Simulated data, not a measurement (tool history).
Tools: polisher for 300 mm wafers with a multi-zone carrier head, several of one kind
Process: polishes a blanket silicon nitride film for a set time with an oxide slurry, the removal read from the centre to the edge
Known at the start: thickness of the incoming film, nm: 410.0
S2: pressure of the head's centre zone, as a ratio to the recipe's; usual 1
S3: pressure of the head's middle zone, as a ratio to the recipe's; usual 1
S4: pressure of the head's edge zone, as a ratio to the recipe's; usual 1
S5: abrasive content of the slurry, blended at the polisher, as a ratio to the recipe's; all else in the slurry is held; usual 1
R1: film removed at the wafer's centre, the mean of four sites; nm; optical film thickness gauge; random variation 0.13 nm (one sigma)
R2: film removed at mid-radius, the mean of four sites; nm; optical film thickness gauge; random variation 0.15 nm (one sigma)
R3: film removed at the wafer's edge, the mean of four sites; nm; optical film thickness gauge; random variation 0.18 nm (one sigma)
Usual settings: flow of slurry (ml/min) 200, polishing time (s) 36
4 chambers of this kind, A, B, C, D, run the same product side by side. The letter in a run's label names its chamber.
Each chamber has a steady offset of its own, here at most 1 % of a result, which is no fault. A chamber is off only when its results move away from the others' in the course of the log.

run 1B day=0.183 | flow_of_slurry_(ml/min)=200 S2=1 S3=1 S4=1 S5=1 polishing_time_(s)=36 | R1=15.784 R2=15.671 R3=15.701
-- day=0.292 chamber A: worn pad replaced by a new one
run 2C day=0.325 | flow_of_slurry_(ml/min)=200 S2=1 S3=1 S4=1 S5=1 polishing_time_(s)=36 | R1=15.764 R2=15.695 R3=15.766
run 3D day=0.492 | flow_of_slurry_(ml/min)=200 S2=1 S3=1 S4=1 S5=1 polishing_time_(s)=36 | R1=15.35 R2=15.49 R3=15.499
-- day=0.621 chamber D: worn pad replaced by a new one
run 4A day=0.717 | flow_of_slurry_(ml/min)=200 S2=1 S3=1 S4=1 S5=1 polishing_time_(s)=36 | R1=15.615 R2=15.802 R3=15.659
run 5A day=0.879 | flow_of_slurry_(ml/min)=200 S2=1 S3=1 S4=1 S5=1 polishing_time_(s)=36 | R1=15.887 R2=15.825 R3=15.581
run 6B day=1.092 | flow_of_slurry_(ml/min)=200 S2=1 S3=1 S4=1 S5=1 polishing_time_(s)=36 | R1=15.518 R2=15.784 R3=15.7
-- day=1.167 chamber B: worn pad replaced by a new one
run 7C day=1.233 | flow_of_slurry_(ml/min)=200 S2=1 S3=1 S4=1 S5=1 polishing_time_(s)=36 | R1=15.647 R2=15.627 R3=15.859
run 8D day=1.471 | flow_of_slurry_(ml/min)=200 S2=1 S3=1 S4=1 S5=1 polishing_time_(s)=36 | R1=15.638 R2=15.789 R3=15.495
run 9B day=1.742 | flow_of_slurry_(ml/min)=200 S2=1 S3=1 S4=1 S5=1 polishing_time_(s)=36 | R1=15.605 R2=15.978 R3=15.874
run 10C day=1.875 | flow_of_slurry_(ml/min)=200 S2=1 S3=1 S4=1 S5=1 polishing_time_(s)=36 | R1=15.778 R2=15.486 R3=15.703
-- day=2.067 chamber C: worn pad replaced by a new one
-- day=2.112 chamber A: worn pad replaced by a new one
run 11D day=2.125 | flow_of_slurry_(ml/min)=200 S2=1 S3=1 S4=1 S5=1 polishing_time_(s)=36 | R1=15.662 R2=15.424 R3=15.719
run 12A day=2.362 | flow_of_slurry_(ml/min)=200 S2=1 S3=1 S4=1 S5=1 polishing_time_(s)=36 | R1=15.56 R2=15.852 R3=15.676
run 13D day=2.508 | flow_of_slurry_(ml/min)=200 S2=1 S3=1 S4=1 S5=1 polishing_time_(s)=36 | R1=15.816 R2=15.421 R3=16.024
run 14C day=2.683 | flow_of_slurry_(ml/min)=200 S2=1 S3=1 S4=1 S5=1 polishing_time_(s)=36 | R1=15.832 R2=15.369 R3=15.297
-- day=2.692 chamber B: worn pad replaced by a new one
run 15B day=2.871 | flow_of_slurry_(ml/min)=200 S2=1 S3=1 S4=1 S5=1 polishing_time_(s)=36 | R1=15.428 R2=15.647 R3=15.576
run 16A day=3.088 | flow_of_slurry_(ml/min)=200 S2=1 S3=1 S4=1 S5=1 polishing_time_(s)=36 | R1=15.651 R2=15.819 R3=15.737
-- day=3.208 chamber D: worn pad replaced by a new one
run 17A day=3.325 | flow_of_slurry_(ml/min)=200 S2=1 S3=1 S4=1 S5=1 polishing_time_(s)=36 | R1=15.567 R2=15.883 R3=15.427
run 18D day=3.542 | flow_of_slurry_(ml/min)=200 S2=1 S3=1 S4=1 S5=1 polishing_time_(s)=36 | R1=15.739 R2=15.556 R3=15.545
run 19B day=3.75 | flow_of_slurry_(ml/min)=200 S2=1 S3=1 S4=1 S5=1 polishing_time_(s)=36 | R1=15.48 R2=15.642 R3=15.641
-- day=3.767 chamber A: worn pad replaced by a new one
run 20C day=3.879 | flow_of_slurry_(ml/min)=200 S2=1 S3=1 S4=0.9 S5=1 polishing_time_(s)=36 | R1=15.761 R2=15.375 R3=14.624
run 21B day=4.112 | flow_of_slurry_(ml/min)=200 S2=1 S3=1 S4=0.9 S5=1 polishing_time_(s)=36 | R1=15.531 R2=15.787 R3=14.521
-- day=4.221 chamber B: worn pad replaced by a new one
run 22D day=4.3 | flow_of_slurry_(ml/min)=200 S2=1 S3=1 S4=0.9 S5=1 polishing_time_(s)=36 | R1=15.385 R2=15.739 R3=14.803
-- day=4.467 chamber C: worn pad replaced by a new one
run 23A day=4.479 | flow_of_slurry_(ml/min)=200 S2=1 S3=1 S4=0.9 S5=1 polishing_time_(s)=36 | R1=15.709 R2=15.849 R3=14.907
run 24C day=4.608 | flow_of_slurry_(ml/min)=200 S2=1.08 S3=1 S4=1 S5=1.2 polishing_time_(s)=36 | R1=18.524 R2=16.668 R3=16.875
run 25B day=4.746 | flow_of_slurry_(ml/min)=200 S2=1.08 S3=1 S4=1 S5=1.2 polishing_time_(s)=36 | R1=18.474 R2=16.581 R3=17.098
run 26C day=4.912 | flow_of_slurry_(ml/min)=200 S2=1.08 S3=1 S4=1 S5=1.2 polishing_time_(s)=36 | R1=18.621 R2=16.592 R3=16.613
run 27D day=5.083 | flow_of_slurry_(ml/min)=200 S2=1.08 S3=1 S4=1 S5=1.2 polishing_time_(s)=36 | R1=18.3 R2=16.766 R3=16.687
run 28A day=5.267 | flow_of_slurry_(ml/min)=200 S2=1 S3=1 S4=1 S5=1 polishing_time_(s)=36 | R1=15.6 R2=15.871 R3=15.756
run 29B day=5.4 | flow_of_slurry_(ml/min)=200 S2=1 S3=1 S4=1 S5=1 polishing_time_(s)=36 | R1=15.675 R2=15.673 R3=15.938
-- day=5.579 chamber B: worn pad replaced by a new one
run 30C day=5.604 | flow_of_slurry_(ml/min)=200 S2=1 S3=1 S4=1 S5=1 polishing_time_(s)=36 | R1=15.837 R2=15.563 R3=15.711
-- day=5.712 chamber A: slurry nozzle cleaned
run 31A day=5.792 | flow_of_slurry_(ml/min)=200 S2=1 S3=1 S4=1 S5=1 polishing_time_(s)=36 | R1=15.523 R2=15.649 R3=15.968
-- day=5.838 chamber A: worn pad replaced by a new one
-- day=5.85 chamber D: worn pad replaced by a new one
run 32D day=6.038 | flow_of_slurry_(ml/min)=200 S2=1 S3=1 S4=1 S5=1 polishing_time_(s)=36 | R1=15.298 R2=15.522 R3=15.208
run 33C day=6.192 | flow_of_slurry_(ml/min)=200 S2=1 S3=1 S4=1 S5=1 polishing_time_(s)=36 | R1=15.773 R2=15.61 R3=15.462
run 34B day=6.429 | flow_of_slurry_(ml/min)=200 S2=1 S3=1 S4=1 S5=1 polishing_time_(s)=36 | R1=15.575 R2=15.901 R3=15.811
run 35D day=6.588 | flow_of_slurry_(ml/min)=200 S2=1 S3=1 S4=1 S5=1 polishing_time_(s)=36 | R1=15.196 R2=14.858 R3=15.167
run 36A day=6.712 | flow_of_slurry_(ml/min)=200 S2=1 S3=1 S4=1 S5=1 polishing_time_(s)=36 | R1=15.694 R2=15.775 R3=15.704
run 37D day=6.979 | flow_of_slurry_(ml/min)=200 S2=1 S3=1 S4=1 S5=1 polishing_time_(s)=36 | R1=14.923 R2=14.671 R3=14.789
-- day=7.233 chamber B: worn pad replaced by a new one
run 38B day=7.25 | flow_of_slurry_(ml/min)=200 S2=1 S3=1 S4=1 S5=1 polishing_time_(s)=36 | R1=15.422 R2=15.962 R3=15.507
run 39A day=7.371 | flow_of_slurry_(ml/min)=200 S2=1 S3=1 S4=1 S5=1 polishing_time_(s)=36 | R1=15.669 R2=16.013 R3=15.599
-- day=7.375 chamber C: worn pad replaced by a new one
run 40C day=7.517 | flow_of_slurry_(ml/min)=200 S2=1 S3=1 S4=1 S5=1 polishing_time_(s)=36 | R1=15.561 R2=15.48 R3=15.597
run 41D day=7.729 | flow_of_slurry_(ml/min)=200 S2=1 S3=1 S4=1 S5=1 polishing_time_(s)=36 | R1=14.89 R2=14.699 R3=15.414
run 42C day=7.988 | flow_of_slurry_(ml/min)=200 S2=1 S3=1 S4=1 S5=1 polishing_time_(s)=36 | R1=15.892 R2=15.636 R3=15.714

All 4 chambers run these settings next. Forecast each chamber's results:
run 43A day=8.188 | flow_of_slurry_(ml/min)=200 S2=1 S3=1 S4=0.96 S5=1 polishing_time_(s)=36 | R1=? R2=? R3=?
run 43B day=8.188 | flow_of_slurry_(ml/min)=200 S2=1 S3=1 S4=0.96 S5=1 polishing_time_(s)=36 | R1=? R2=? R3=?
run 43C day=8.188 | flow_of_slurry_(ml/min)=200 S2=1 S3=1 S4=0.96 S5=1 polishing_time_(s)=36 | R1=? R2=? R3=?
run 43D day=8.188 | flow_of_slurry_(ml/min)=200 S2=1 S3=1 S4=0.96 S5=1 polishing_time_(s)=36 | R1=? R2=? R3=?

run=43A R1=15.634 R2=15.741 R3=15.22
run=43B R1=15.632 R2=15.501 R3=15.175
run=43C R1=15.889 R2=15.362 R3=15.283
run=43D R1=14.667 R2=14.556 R3=14.663
